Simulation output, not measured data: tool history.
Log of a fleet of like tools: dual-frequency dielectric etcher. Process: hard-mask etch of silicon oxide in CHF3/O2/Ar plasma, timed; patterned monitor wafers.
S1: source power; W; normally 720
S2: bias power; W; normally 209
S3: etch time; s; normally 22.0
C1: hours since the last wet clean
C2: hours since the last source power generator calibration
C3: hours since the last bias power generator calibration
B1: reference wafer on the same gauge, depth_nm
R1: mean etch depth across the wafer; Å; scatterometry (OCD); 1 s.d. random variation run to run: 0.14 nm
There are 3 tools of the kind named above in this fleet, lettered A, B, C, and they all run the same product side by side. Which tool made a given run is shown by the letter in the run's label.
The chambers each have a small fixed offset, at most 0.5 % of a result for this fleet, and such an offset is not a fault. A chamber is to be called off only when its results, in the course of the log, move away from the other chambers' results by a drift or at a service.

run,hour,S1,S2,S3,C1,C2,C3,B1,R1
1B,10.7,720,209,22.0,204.1,1354.9,734.0,43.713,492.25
2C,22.2,720,209,22.0,312.5,2488.4,394.4,43.674,492.06
3A,29.5,720,209,22.0,274.3,753.9,1621.4,43.688,490.95
# hour 33.0: chamber C: wet clean of the chamber
4C,36.6,720,209,22.0,3.7,2502.8,408.8,43.703,491.42
5A,44.8,720,209,22.0,289.6,769.2,1636.7,43.678,490.77
6B,52.2,720,209,26.5,245.6,1396.4,775.5,43.730,593.20
7A,64.6,720,209,26.5,309.4,789.0,1656.5,43.656,592.47
8B,77.9,720,209,26.5,271.3,1422.1,801.2,43.693,589.52
9C,88.4,720,209,22.0,55.5,2554.6,460.6,43.692,493.43
10C,96.8,720,174,22.0,63.9,2563.0,469.0,43.689,464.83
11A,108.2,720,174,22.0,353.0,832.6,1700.1,43.683,461.56
# hour 109.5: chamber A: wet clean of the chamber
12B,116.1,720,174,22.0,309.5,1460.3,839.4,43.735,460.81
13B,128.3,720,172,19.5,321.7,1472.5,851.6,43.691,407.83
14C,136.3,720,172,19.5,103.4,2602.5,508.5,43.697,407.24
15A,145.6,720,172,19.5,36.2,870.0,1737.5,43.703,395.05
16A,152.9,720,209,22.0,43.5,877.3,1744.8,43.699,476.34
17C,159.7,720,209,22.0,126.8,2625.9,531.9,43.694,493.52
18B,168.0,720,209,22.0,361.4,1512.2,891.3,43.682,490.67
19B,179.2,720,209,22.0,372.6,1523.4,902.5,43.687,491.89
20A,187.9,720,209,22.0,78.5,912.3,1779.8,43.701,474.26
21C,196.8,720,209,22.0,163.9,2663.0,569.0,43.713,491.98
22C,203.4,720,209,22.0,170.5,2669.6,575.6,43.718,492.81

Decide between three cases: one chamber stands off from its peers, the gauge reading all wafers drifts, or nothing is wrong past each chamber's small offset. Where a chamber is off, say which and what most likely put it there.

The work done on chamber A during a service left it standing apart from the others.
What lies behind it: etch rate under this chamber's usual, % = 2.9.

Which of the 4 candidates below, each the usual settings with something changed and its results left as question marks, puts chamber A back in line with what the other chambers give on the usual settings?
Maximum distance from the other chambers' mean on the usual settings for a result to count as in line: R1 4.90 Å
23A-1,213.9,760,218,22.0,,,,,?
23A-2,213.9,840,209,22.0,,,,,?
23A-3,213.9,720,189,22.0,,,,,?
23A-4,213.9,610,209,22.0,,,,,?

Usual-settings mean across the other chambers: R1 492.03 Å
run,R1
23A-1,492.40
23A-2,504.23
23A-3,459.24
23A-4,446.18
The right change is 23A-1: it brings the chamber back within the allowed miss of the others.
